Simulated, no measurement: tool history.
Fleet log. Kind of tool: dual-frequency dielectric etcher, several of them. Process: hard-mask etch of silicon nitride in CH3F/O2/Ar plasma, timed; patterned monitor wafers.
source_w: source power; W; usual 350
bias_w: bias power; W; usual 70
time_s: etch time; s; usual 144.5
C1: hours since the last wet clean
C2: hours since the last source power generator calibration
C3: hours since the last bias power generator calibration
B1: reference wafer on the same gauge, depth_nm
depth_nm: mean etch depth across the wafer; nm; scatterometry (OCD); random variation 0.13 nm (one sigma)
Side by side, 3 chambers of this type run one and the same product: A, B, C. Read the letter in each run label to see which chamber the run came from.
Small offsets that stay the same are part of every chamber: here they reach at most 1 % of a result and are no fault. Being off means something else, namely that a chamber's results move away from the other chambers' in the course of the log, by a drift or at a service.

{"run": "1A", "hour": 10.8, "source_w": 350, "bias_w": 70, "time_s": 144.5, "C1": 72.2, "C2": 3021, "C3": 1827.5, "B1": 87.286, "depth_nm": 94.458}
{"run": "2C", "hour": 21.3, "source_w": 350, "bias_w": 70, "time_s": 144.5, "C1": 157.7, "C2": 890.4, "C3": 1791.5, "B1": 87.253, "depth_nm": 95.098}
{"run": "3B", "hour": 26.9, "source_w": 350, "bias_w": 70, "time_s": 144.5, "C1": 68.4, "C2": 3728.2, "C3": 4698.5, "B1": 87.265, "depth_nm": 94.676}
{"run": "4B", "hour": 33.8, "source_w": 350, "bias_w": 70, "time_s": 144.5, "C1": 75.3, "C2": 3735.1, "C3": 4705.4, "B1": 87.228, "depth_nm": 94.829}
{"run": "5A", "hour": 43.2, "source_w": 350, "bias_w": 70, "time_s": 144.5, "C1": 104.6, "C2": 3053.4, "C3": 1859.9, "B1": 87.233, "depth_nm": 94.588}
{"run": "6C", "hour": 53.9, "source_w": 350, "bias_w": 70, "time_s": 144.5, "C1": 190.3, "C2": 923, "C3": 1824.1, "B1": 87.21, "depth_nm": 95.208}
{"run": "7A", "hour": 60.9, "source_w": 310, "bias_w": 79, "time_s": 144.5, "C1": 122.3, "C2": 3071.1, "C3": 1877.6, "B1": 87.182, "depth_nm": 93.597}
{"run": "8B", "hour": 71.4, "source_w": 310, "bias_w": 79, "time_s": 144.5, "C1": 112.9, "C2": 3772.7, "C3": 4743, "B1": 87.186, "depth_nm": 94.51}
{"run": "9C", "hour": 81.1, "source_w": 310, "bias_w": 79, "time_s": 144.5, "C1": 217.5, "C2": 950.2, "C3": 1851.3, "B1": 87.156, "depth_nm": 94.741}
{"run": "10A", "hour": 92.7, "source_w": 350, "bias_w": 70, "time_s": 144.5, "C1": 154.1, "C2": 3102.9, "C3": 1909.4, "B1": 87.138, "depth_nm": 94.217}
{"run": "11B", "hour": 100.5, "source_w": 350, "bias_w": 70, "time_s": 144.5, "C1": 142, "C2": 3801.8, "C3": 4772.1, "B1": 87.117, "depth_nm": 94.756}
{"run": "12C", "hour": 108.8, "source_w": 350, "bias_w": 70, "time_s": 144.5, "C1": 245.2, "C2": 977.9, "C3": 1879, "B1": 87.09, "depth_nm": 94.94}
{"run": "13B", "hour": 121.1, "source_w": 350, "bias_w": 70, "time_s": 144.5, "C1": 162.6, "C2": 3822.4, "C3": 4792.7, "B1": 87.07, "depth_nm": 94.593}
{"run": "14A", "hour": 126.8, "source_w": 350, "bias_w": 70, "time_s": 144.5, "C1": 188.2, "C2": 3137, "C3": 1943.5, "B1": 87.077, "depth_nm": 94.185}
{"run": "15C", "hour": 138.1, "source_w": 300, "bias_w": 84, "time_s": 144.5, "C1": 274.5, "C2": 1007.2, "C3": 1908.3, "B1": 87.067, "depth_nm": 95.471}
{"run": "16B", "hour": 147.5, "source_w": 300, "bias_w": 84, "time_s": 144.5, "C1": 189, "C2": 3848.8, "C3": 4819.1, "B1": 87.021, "depth_nm": 94.852}
{"run": "17A", "hour": 160.4, "source_w": 300, "bias_w": 84, "time_s": 144.5, "C1": 221.8, "C2": 3170.6, "C3": 1977.1, "B1": 87.02, "depth_nm": 94.568}
{"run": "18C", "hour": 169.7, "source_w": 350, "bias_w": 70, "time_s": 144.5, "C1": 306.1, "C2": 1038.8, "C3": 1939.9, "B1": 87.036, "depth_nm": 94.87}
{"hour": 174.8, "done": "chamber B: bias power generator calibrated"}
{"run": "19B", "hour": 178.8, "source_w": 350, "bias_w": 70, "time_s": 144.5, "C1": 220.3, "C2": 3880.1, "C3": 4, "B1": 86.989, "depth_nm": 94.353}
{"run": "20C", "hour": 184.5, "source_w": 350, "bias_w": 70, "time_s": 144.5, "C1": 320.9, "C2": 1053.6, "C3": 1954.7, "B1": 86.944, "depth_nm": 94.747}
{"run": "21A", "hour": 194.3, "source_w": 350, "bias_w": 70, "time_s": 144.5, "C1": 255.7, "C2": 3204.5, "C3": 2011, "B1": 86.976, "depth_nm": 93.803}
{"run": "22C", "hour": 206.9, "source_w": 350, "bias_w": 70, "time_s": 144.5, "C1": 343.3, "C2": 1076, "C3": 1977.1, "B1": 86.907, "depth_nm": 94.75}
{"run": "23A", "hour": 216.6, "source_w": 270, "bias_w": 82, "time_s": 144.5, "C1": 278, "C2": 3226.8, "C3": 2033.3, "B1": 86.937, "depth_nm": 90.058}
{"run": "24B", "hour": 228.1, "source_w": 270, "bias_w": 82, "time_s": 144.5, "C1": 269.6, "C2": 3929.4, "C3": 53.3, "B1": 86.881, "depth_nm": 90.765}
{"run": "25C", "hour": 237.6, "source_w": 270, "bias_w": 82, "time_s": 144.5, "C1": 374, "C2": 1106.7, "C3": 2007.8, "B1": 86.894, "depth_nm": 90.917}
{"run": "26A", "hour": 247.4, "source_w": 350, "bias_w": 70, "time_s": 144.5, "C1": 308.8, "C2": 3257.6, "C3": 2064.1, "B1": 86.896, "depth_nm": 93.981}
{"run": "27B", "hour": 257.5, "source_w": 350, "bias_w": 70, "time_s": 144.5, "C1": 299, "C2": 3958.8, "C3": 82.7, "B1": 86.805, "depth_nm": 94.191}
{"run": "28A", "hour": 269.1, "source_w": 350, "bias_w": 70, "time_s": 144.5, "C1": 330.5, "C2": 3279.3, "C3": 2085.8, "B1": 86.816, "depth_nm": 93.821}
{"hour": 270.8, "done": "chamber C: wet clean of the chamber"}
{"run": "29C", "hour": 278.4, "source_w": 350, "bias_w": 70, "time_s": 144.5, "C1": 7.6, "C2": 1147.5, "C3": 2048.6, "B1": 86.792, "depth_nm": 94.661}

Which is it: a chamber that has drifted or been left off by a service, a gauge drift common to all chambers, or only each chamber's usual small offset? If a chamber is off, name it and its likeliest cause.

Every chamber seems to shift together because the gauge that measures them all drifts; the chambers themselves are fine.
Likeliest cause: gauge reads low (%) = 0.584.
